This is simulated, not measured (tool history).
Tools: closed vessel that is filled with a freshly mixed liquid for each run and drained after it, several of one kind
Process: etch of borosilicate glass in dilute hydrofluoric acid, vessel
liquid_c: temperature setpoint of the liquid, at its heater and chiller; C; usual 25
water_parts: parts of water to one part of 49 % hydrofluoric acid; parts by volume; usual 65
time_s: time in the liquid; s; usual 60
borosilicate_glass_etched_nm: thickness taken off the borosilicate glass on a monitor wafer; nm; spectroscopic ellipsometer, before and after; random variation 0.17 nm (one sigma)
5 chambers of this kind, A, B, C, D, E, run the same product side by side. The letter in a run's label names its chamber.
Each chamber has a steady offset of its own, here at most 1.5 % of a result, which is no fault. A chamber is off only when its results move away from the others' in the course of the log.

| run | day | liquid_c | water_parts | time_s | hours since the thermometer was replaced | hours since the hydrofluoric acid flow meter was replaced | read-back film thickness of the borosilicate glass reference wafer, read on the same gauge (nm) | borosilicate_glass_etched_nm |
|---|---|---|---|---|---|---|---|---|
| 1C | 0.446 | 25 | 65 | 60 | 203.3 | 368.9 | 109.98 | 22.24 |
| 2A | 0.721 | 25 | 65 | 60 | 104.5 | 1314.4 | 109.99 | 22.686 |
| 3D | 0.983 | 25 | 65 | 60 | 1906.4 | 684.3 | 110.04 | 22.189 |
| 4E | 1.392 | 25 | 65 | 60 | 212.7 | 1262.4 | 109.99 | 21.92 |
| 5B | 1.783 | 25 | 65 | 60 | 1790.3 | 933.5 | 110.01 | 22.133 |
| 6A | 2.1 | 25 | 65 | 60 | 137.6 | 1347.5 | 109.99 | 22.415 |
| 7B | 2.312 | 29.5 | 75 | 60 | 1803 | 946.2 | 109.99 | 22.132 |
|  | 2.429 | chamber A: hydrofluoric acid flow meter replaced |
| 8E | 2.596 | 29.5 | 75 | 60 | 241.6 | 1291.3 | 110 | 22.448 |
| 9C | 2.821 | 29.5 | 75 | 60 | 260.3 | 425.9 | 109.99 | 22.508 |
| 10D | 3.179 | 29.5 | 75 | 60 | 1959.1 | 737 | 110 | 22.624 |
| 11D | 3.562 | 29.5 | 75 | 60 | 1968.3 | 746.2 | 109.99 | 22.687 |
| 12C | 3.771 | 25 | 40 | 85 | 283.1 | 448.7 | 110.02 | 53.599 |
| 13A | 4.033 | 25 | 40 | 85 | 184 | 38.6 | 110 | 52.117 |
| 14E | 4.45 | 25 | 40 | 85 | 286.1 | 1335.8 | 110.01 | 53.08 |
| 15B | 4.683 | 25 | 40 | 85 | 1859.9 | 1003.1 | 110.02 | 54.028 |
| 16D | 5.1 | 25 | 40 | 85 | 2005.2 | 783.1 | 109.99 | 52.81 |
|  | 5.5 | chamber E: hydrofluoric acid flow meter replaced |
| 17A | 5.512 | 25 | 65 | 60 | 219.5 | 74.1 | 110.03 | 22.302 |
| 18B | 5.862 | 25 | 65 | 60 | 1888.2 | 1031.4 | 109.99 | 22.013 |
| 19E | 6.083 | 25 | 65 | 60 | 325.3 | 14 | 110.01 | 21.981 |
| 20C | 6.383 | 25 | 65 | 60 | 345.8 | 511.4 | 110.01 | 22.833 |
| 21A | 6.729 | 25 | 65 | 60 | 248.7 | 103.3 | 110 | 22.351 |
| 22C | 6.95 | 25 | 65 | 60 | 359.4 | 525 | 110 | 23.168 |
| 23E | 7.25 | 25 | 65 | 60 | 353.3 | 42 | 110.01 | 22.311 |
| 24B | 7.617 | 25 | 65 | 60 | 1930.3 | 1073.5 | 109.97 | 22.218 |
| 25D | 7.871 | 25 | 65 | 60 | 2071.7 | 849.6 | 110 | 22.596 |
| 26A | 8.208 | 23.5 | 65 | 60 | 284.2 | 138.8 | 110 | 20.89 |
| 27E | 8.404 | 23.5 | 65 | 60 | 381 | 69.7 | 109.98 | 20.938 |
| 28D | 8.658 | 23.5 | 65 | 60 | 2090.6 | 868.5 | 110 | 21.299 |
|  | 8.983 | chamber B: thermometer replaced |
| 29C | 9.104 | 23.5 | 65 | 60 | 411.1 | 576.7 | 109.99 | 22.398 |
| 30B | 9.375 | 23.5 | 65 | 60 | 9.5 | 1115.7 | 109.99 | 20.473 |
| 31B | 9.812 | 25 | 45 | 75 | 20 | 1126.2 | 110.01 | 40.607 |

Is one chamber off against the others, does the gauge drift, or is nothing wrong? If a chamber is off, say which, and what the likeliest cause is.

Chamber C drifts away from the others.
Cause: hydrofluoric acid flow above the setpoint (%) = 6.27.
The log may not tell that from: liquid hotter than its thermometer reads (K).

Here are 4 candidates for chamber C's next run, each the usual settings with a change, their results left as question marks. Which one brings its results back in line with what the others give on the usual settings?
In line means no further than this from the other chambers' mean on the usual settings: borosilicate_glass_etched_nm 0.6 nm
| 32C-1 | 10.138 | 25 | 70 | 60 |  |  |  | ? |
| 32C-2 | 10.138 | 25 | 65 | 65 |  |  |  | ? |
| 32C-3 | 10.138 | 22 | 65 | 60 |  |  |  | ? |
| 32C-4 | 10.138 | 28 | 65 | 60 |  |  |  | ? |

The other chambers' mean on the usual settings: borosilicate_glass_etched_nm 22.184 nm
| run | borosilicate_glass_etched_nm |
|---|---|
| 32C-1 | 22.194 |
| 32C-2 | 26.032 |
| 32C-3 | 21.26 |
| 32C-4 | 27.08 |
32C-1 brings the chamber back in line.

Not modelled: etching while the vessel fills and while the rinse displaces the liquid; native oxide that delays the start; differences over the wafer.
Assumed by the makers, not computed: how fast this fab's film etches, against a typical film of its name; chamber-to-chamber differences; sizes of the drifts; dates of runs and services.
